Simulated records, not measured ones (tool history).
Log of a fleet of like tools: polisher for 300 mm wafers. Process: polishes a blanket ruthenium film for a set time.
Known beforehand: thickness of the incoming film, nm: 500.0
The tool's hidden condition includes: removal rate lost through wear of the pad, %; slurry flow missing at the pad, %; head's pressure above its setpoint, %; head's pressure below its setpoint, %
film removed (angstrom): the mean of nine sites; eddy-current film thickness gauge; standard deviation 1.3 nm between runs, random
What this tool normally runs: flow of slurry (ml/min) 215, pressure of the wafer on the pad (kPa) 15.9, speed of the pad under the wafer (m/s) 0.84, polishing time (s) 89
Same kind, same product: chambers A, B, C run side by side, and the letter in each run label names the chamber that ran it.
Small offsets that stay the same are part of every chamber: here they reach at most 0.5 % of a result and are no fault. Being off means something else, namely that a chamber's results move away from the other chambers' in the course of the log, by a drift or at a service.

run	hour	flow of slurry (ml/min)	pressure of the wafer on the pad (kPa)	speed of the pad under the wafer (m/s)	polishing time (s)	wafers polished on this pad	hours since the slurry nozzle was cleaned	hours since the head pressure was calibrated	film removed (angstrom)
# hour 3.3: chamber A: head pressure recalibrated
1A	6.1	215	15.9	0.84	89	378	185.3	2.8	982.15
2B	11.3	215	15.9	0.84	89	1261	170.9	75.9	1002.20
# hour 15.0: chamber B: worn pad replaced by a new one
3C	18.6	215	15.9	0.84	89	595	311.1	239.3	1000.80
4B	24.4	215	15.9	0.84	89	106	184.0	89.0	1001.10
5C	29.4	215	15.9	1.08	89	718	321.9	250.1	1289.70
6A	35.3	215	15.9	1.08	89	709	214.5	32.0	1294.40
# hour 41.5: chamber A: worn pad replaced by a new one
7C	42.4	215	15.9	1.08	89	865	334.9	263.1	1254.10
8B	48.1	215	15.9	0.84	89	375	207.7	112.7	990.12
# hour 48.7: chamber C: slurry nozzle cleaned
9A	54.8	215	15.9	0.84	89	151	234.0	51.5	965.00
10C	61.8	215	15.9	0.84	89	1085	13.1	282.5	967.91
11A	68.6	215	20.7	0.84	89	307	247.8	65.3	1264.20
12B	73.4	215	20.7	0.84	89	662	233.0	138.0	1285.30
13B	81.7	215	20.7	0.84	89	756	241.3	146.3	1285.00
# hour 85.1: chamber A: slurry nozzle cleaned
14C	86.0	215	13.8	0.84	107	1359	37.3	306.7	976.19
15A	93.6	215	13.8	0.84	107	590	8.5	90.3	1043.50
# hour 97.1: chamber C: head pressure recalibrated
16C	100.4	215	13.8	0.84	107	1522	51.7	3.3	964.68
17A	107.9	215	15.9	0.84	89	752	22.8	104.6	989.12
18B	113.3	215	15.9	0.84	89	1114	272.9	177.9	993.91
19B	121.1	215	15.9	0.84	89	1202	280.7	185.7	989.79
20C	129.8	215	15.9	0.84	89	1855	81.1	32.7	904.92

Has any chamber moved away from the others, gradually or after a service, or does the common gauge drift, or do the chambers differ only by their own small steady offsets? State the chamber and the most likely cause if one applies.

Little by little, chamber C moves away from the other chambers.
What lies behind it: removal rate lost through wear of the pad, % = 12.2.

Here are 4 candidates for chamber C's next run, each the usual settings with a change, their results left as question marks. Which one brings its results back in line with what the others give on the usual settings?
Allowed miss from the other chambers' usual-settings mean, per result, to count as in line: film removed (angstrom) 45.00
21C-1	136.6	215	15.2	0.80	85				?
21C-2	136.6	215	14.5	0.78	82				?
21C-3	136.6	220	20.0	0.84	89				?
21C-4	136.6	215	15.9	0.94	89				?

What the other chambers average on the usual settings: film removed (angstrom) 987.47
run	film removed (angstrom)
21C-1	755.68
21C-2	678.78
21C-3	1096.40
21C-4	970.74
21C-4 puts the chamber back in line with the other chambers.
